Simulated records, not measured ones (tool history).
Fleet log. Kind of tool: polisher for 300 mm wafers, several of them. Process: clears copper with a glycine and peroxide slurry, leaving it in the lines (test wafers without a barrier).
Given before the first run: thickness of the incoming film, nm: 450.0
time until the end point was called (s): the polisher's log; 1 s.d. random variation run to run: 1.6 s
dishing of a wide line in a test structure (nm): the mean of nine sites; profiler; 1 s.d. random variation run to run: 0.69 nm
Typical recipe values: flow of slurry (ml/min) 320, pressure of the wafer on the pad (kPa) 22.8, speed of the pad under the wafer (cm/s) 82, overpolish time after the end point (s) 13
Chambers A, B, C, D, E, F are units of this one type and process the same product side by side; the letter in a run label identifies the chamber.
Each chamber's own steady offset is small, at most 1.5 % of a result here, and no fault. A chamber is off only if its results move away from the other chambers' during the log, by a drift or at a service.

run	hour	flow of slurry (ml/min)	pressure of the wafer on the pad (kPa)	speed of the pad under the wafer (cm/s)	overpolish time after the end point (s)	wafers polished on this pad	hours since the slurry nozzle was cleaned	hours since the head pressure was calibrated	time until the end point was called (s)	dishing of a wide line in a test structure (nm)
# hour 2.9: chamber B: slurry nozzle cleaned
1E	5.4	320	22.8	82	13	101	596.6	397.2	101.2	40.85
# hour 8.4: chamber B: worn pad replaced by a new one
2D	12.6	320	22.8	82	13	658	96.9	504.1	98.556	39.973
3F	22.5	320	22.8	82	13	1161	300.7	745.3	101.24	41.766
# hour 23.2: chamber F: worn pad replaced by a new one
4B	30	320	22.8	82	13	217	27.1	189.3	102.22	40.64
# hour 36.8: chamber A: worn pad replaced by a new one
5A	38.5	320	22.8	82	13	18	189.1	600.8	98.615	39.908
# hour 41.1: chamber C: worn pad replaced by a new one
6C	45.3	320	22.8	82	13	42	387.9	440.2	97.789	41.132
# hour 46.7: chamber F: head pressure recalibrated
7C	53.9	320	22.8	82	13	129	396.5	448.8	100.44	41.252
# hour 54: chamber D: head pressure recalibrated
# hour 60.2: chamber E: worn pad replaced by a new one
8D	63.5	320	22.8	82	13	1171	147.8	9.5	101.21	40.968
9E	71.1	320	22.8	82	13	110	662.3	462.9	102.35	42.031
# hour 79.4: chamber D: worn pad replaced by a new one
10A	80.4	320	22.8	82	13	439	231	642.7	101.21	39.877
11B	85.9	320	28.3	82	9	780	83	245.2	82.427	34.409
12F	95.4	320	28.3	82	9	727	373.6	48.8	84.79	34.335
# hour 101.1: chamber E: slurry nozzle cleaned
13D	103.9	320	28.3	82	9	247	188.2	49.9	81.652	34.563
# hour 107.1: chamber C: worn pad replaced by a new one
14E	112.9	320	28.3	82	9	530	11.9	504.7	83.958	34.128
15C	119.3	320	28.3	82	9	123	461.9	514.2	84.143	34.688
16A	127.5	320	28.3	82	9	914	278.1	689.8	83.033	35.186
# hour 137.5: chamber B: worn pad replaced by a new one
17F	137.5	425	22.8	82	13	1151	415.7	90.9	101.5	40.966
# hour 138.2: chamber C: slurry nozzle cleaned
# hour 139.6: chamber A: worn pad replaced by a new one
# hour 140.2: chamber E: worn pad replaced by a new one
18B	146	425	22.8	82	13	86	143.1	305.3	99.194	41.817
# hour 151: chamber F: worn pad replaced by a new one
19D	152.5	425	22.8	82	13	736	236.8	98.5	94.885	41.379
20C	160.6	425	22.8	82	13	539	22.5	555.5	103.02	40.294
# hour 166: chamber C: worn pad replaced by a new one
21B	166.8	425	22.8	82	13	295	163.9	326.1	97.77	41.401
22F	174.1	425	22.8	82	13	233	452.3	127.5	97.931	42.98
# hour 177.6: chamber A: slurry nozzle cleaned
# hour 178.7: chamber D: slurry nozzle cleaned
23E	180.3	320	22.8	82	13	404	79.3	572.1	101.9	40.728
24A	188.2	320	22.8	82	13	489	10.6	750.5	98.02	40.324
25B	193.5	320	22.8	82	13	564	190.6	352.8	99.643	42.094
26F	200.9	320	22.8	82	13	503	479.1	154.3	101.91	40.9
27E	208.7	320	22.8	82	13	690	107.7	600.5	99.992	42.194
# hour 209.2: chamber D: worn pad replaced by a new one
# hour 209.2: chamber E: worn pad replaced by a new one
28D	216	320	22.8	82	13	69	37.4	162	101.46	42.227
29C	221.6	320	22.8	82	13	560	83.5	616.5	105.81	38.16
30A	227.1	320	22.8	82	13	881	49.5	789.4	99.385	41.601
# hour 230.3: chamber B: slurry nozzle cleaned
# hour 231.9: chamber C: worn pad replaced by a new one
31C	235.4	320	22.8	82	13	35	97.3	630.3	106.58	39.364
32D	244.6	320	22.8	82	13	357	66	190.6	102.9	41.303
33F	251.2	320	22.8	82	13	1009	529.4	204.6	101.99	41.057
# hour 253.5: chamber A: worn pad replaced by a new one
# hour 254: chamber E: head pressure recalibrated
# hour 255.6: chamber B: worn pad replaced by a new one
34E	257.6	320	22.8	82	13	488	156.6	3.6	98.096	40.832
35B	265.9	320	22.8	82	13	104	35.7	425.2	98.019	39.975
36A	276	320	22.8	82	13	226	98.4	838.3	101.82	40.36
37C	283.4	320	22.8	82	13	519	145.3	678.3	109.87	37.014

What goes on in this fleet: one chamber off, a drifting gauge, or nothing beyond the chambers' own small offsets? Name the chamber and the cause, if any.

Chamber C drifts away from the others.
What lies behind it: head's pressure below its setpoint, % = 10.5.

Below are 4 candidate recipes for chamber C's next run, each the usual settings with a change, their results shown as question marks. Which of them brings C's results back in line with what the other chambers give on the usual settings?
In line here means within this much of the mean the other chambers give on the usual settings: time until the end point was called (s) 5.6; dishing of a wide line in a test structure (nm) 2.4
38C-1	291	320	21.4	78	13				?	?
38C-2	291	315	20	72	13				?	?
38C-3	291	320	24.1	86	13				?	?
38C-4	291	325	25.5	92	13				?	?

Usual-settings mean across the other chambers: time until the end point was called (s) 100.05; dishing of a wide line in a test structure (nm) 40.853
run	time until the end point was called (s)	dishing of a wide line in a test structure (nm)
38C-1	120.62	34.61
38C-2	135.37	31.257
38C-3	101.09	40.382
38C-4	91.128	44.118
With 38C-3, the chamber falls back in line with the rest.
